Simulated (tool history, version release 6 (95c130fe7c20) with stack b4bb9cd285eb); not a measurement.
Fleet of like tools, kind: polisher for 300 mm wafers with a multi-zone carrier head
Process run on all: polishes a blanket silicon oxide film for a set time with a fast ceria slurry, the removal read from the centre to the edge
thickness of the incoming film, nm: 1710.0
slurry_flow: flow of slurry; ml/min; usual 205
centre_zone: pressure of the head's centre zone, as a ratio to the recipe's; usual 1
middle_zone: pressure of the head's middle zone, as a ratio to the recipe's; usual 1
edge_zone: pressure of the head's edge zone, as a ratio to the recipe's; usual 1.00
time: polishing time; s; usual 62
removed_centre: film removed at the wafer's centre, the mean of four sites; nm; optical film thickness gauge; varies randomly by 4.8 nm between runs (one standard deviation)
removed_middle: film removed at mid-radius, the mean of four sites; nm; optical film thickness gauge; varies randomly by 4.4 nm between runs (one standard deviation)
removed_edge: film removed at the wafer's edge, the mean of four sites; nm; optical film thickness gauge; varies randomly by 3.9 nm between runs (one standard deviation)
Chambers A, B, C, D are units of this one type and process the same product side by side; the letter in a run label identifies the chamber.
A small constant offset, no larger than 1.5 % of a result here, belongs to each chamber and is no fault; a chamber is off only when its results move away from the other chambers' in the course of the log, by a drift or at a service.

run,hour,slurry_flow,centre_zone,middle_zone,edge_zone,time,wafers polished on this pad,hours since the slurry nozzle was cleaned,hours since the centre zone pressure was calibrated,hours since the edge zone pressure was calibrated,removed_centre,removed_middle,removed_edge
1C,5.3,205,1,1,1.00,62,686,127.8,590.9,553.5,386.19,376.28,380.34
2A,10.2,205,1,1,1.00,62,1198,637.1,73.7,364.9,371.82,386.04,384.77
3D,15.6,205,1,1,1.00,62,538,199.5,1141.0,262.8,378.97,381.39,376.10
4B,18.8,205,1,1,1.00,62,522,36.2,814.3,942.1,384.20,383.30,376.71
# hour 22.9: chamber C: worn pad replaced by a new one
5D,24.2,205,1,1,1.00,62,608,208.1,1149.6,271.4,374.93,386.26,375.35
# hour 29.4: chamber B: worn pad replaced by a new one
6B,30.1,205,1,1,1.00,62,6,47.5,825.6,953.4,381.15,390.40,377.74
7A,33.8,205,1,1,1.06,62,1390,660.7,97.3,388.5,381.57,379.85,394.29
8C,36.9,205,1,1,1.06,62,114,159.4,622.5,585.1,385.90,380.42,392.57
9B,41.9,205,1,1,1.06,62,102,59.3,837.4,965.2,376.67,377.17,391.87
10D,44.6,205,1,1,1.06,62,774,228.5,1170.0,291.8,374.24,380.81,393.93
11C,48.0,205,1,1,0.91,77,204,170.5,633.6,596.2,475.14,458.19,446.16
12A,53.8,205,1,1,0.91,77,1553,680.7,117.3,408.5,473.07,469.52,449.68
13D,58.8,205,1,1,0.91,77,890,242.7,1184.2,306.0,468.75,473.51,440.02
# hour 63.3: chamber A: worn pad replaced by a new one
14B,64.7,205,1,1,0.91,77,287,82.1,860.2,988.0,472.61,471.96,448.85
15C,69.9,205,1,1,1.00,62,382,192.4,655.5,618.1,384.51,386.04,380.83
16A,73.9,205,1,1,1.00,62,86,700.8,137.4,428.6,371.06,385.53,382.49
17C,77.9,205,1,1,1.00,62,447,200.4,663.5,626.1,393.39,378.98,382.76
18A,83.2,205,1,1,1.00,62,162,710.1,146.7,437.9,384.94,382.59,383.80
19B,86.4,205,1,1,1.00,62,464,103.8,881.9,1009.7,386.46,383.66,379.60
20D,89.9,205,1,1,1.00,62,1143,273.8,1215.3,337.1,374.64,375.40,373.56
# hour 90.1: chamber B: worn pad replaced by a new one
21C,95.2,205,1,1,1.00,62,588,217.7,680.8,643.4,390.89,372.01,374.14
22D,98.7,205,1,1,1.00,62,1214,282.6,1224.1,345.9,381.00,385.70,368.62
# hour 99.5: chamber D: worn pad replaced by a new one
23B,102.2,205,1,1,1.00,62,99,119.6,897.7,1025.5,381.64,388.64,379.96
24A,105.5,205,1,1,1.00,62,343,732.4,169.0,460.2,382.36,378.91,388.50
25B,110.7,205,1,1,1.00,62,168,128.1,906.2,1034.0,377.25,386.23,378.55
# hour 113.4: chamber C: worn pad replaced by a new one
26C,115.4,205,1,1,1.08,69,16,237.9,701.0,663.6,427.18,419.51,440.43
# hour 118.6: chamber A: slurry nozzle cleaned
27D,121.1,205,1,1,1.08,69,176,305.0,1246.5,368.3,415.10,430.06,435.87
28A,126.5,205,1,1,1.08,69,514,8.0,190.0,481.2,413.41,418.55,442.21
29B,130.5,205,1,1,1.08,69,329,147.9,926.0,1053.8,421.63,426.02,437.30
30C,135.8,205,1,1,1.00,62,182,258.3,721.4,684.0,383.78,370.48,379.66
31D,138.9,205,1,1,1.00,62,321,322.8,1264.3,386.1,377.70,380.72,373.18
32A,144.8,205,1,1,1.00,62,663,26.3,208.3,499.5,375.29,387.00,384.22
33A,151.2,205,1,1,1.00,62,715,32.7,214.7,505.9,373.72,383.99,380.23
# hour 153.7: chamber B: worn pad replaced by a new one
34D,155.5,205,1,1,1.00,62,456,339.4,1280.9,402.7,375.19,383.04,371.21
35C,161.0,205,1,1,1.00,62,387,283.5,746.6,709.2,383.01,384.81,381.00
36B,166.8,140,1,1,1.00,62,106,184.2,962.3,1090.1,360.02,365.48,360.74
37C,172.7,140,1,1,1.00,62,483,295.2,758.3,720.9,352.99,356.14,360.45
38B,178.6,140,1,1,1.00,62,202,196.0,974.1,1101.9,353.12,355.39,366.24

For the next run the whole fleet of 4 chambers uses the same settings. Give each chamber's results:
39A,183.1,205,1,1,1.00,62,,,,,?,?,?
39B,183.1,205,1,1,1.00,62,,,,,?,?,?
39C,183.1,205,1,1,1.00,62,,,,,?,?,?
39D,183.1,205,1,1,1.00,62,,,,,?,?,?

run,removed_centre,removed_middle,removed_edge
39A,378.36,376.89,384.48
39B,379.01,379.95,378.63
39C,377.75,383.11,381.09
39D,384.56,385.21,368.64

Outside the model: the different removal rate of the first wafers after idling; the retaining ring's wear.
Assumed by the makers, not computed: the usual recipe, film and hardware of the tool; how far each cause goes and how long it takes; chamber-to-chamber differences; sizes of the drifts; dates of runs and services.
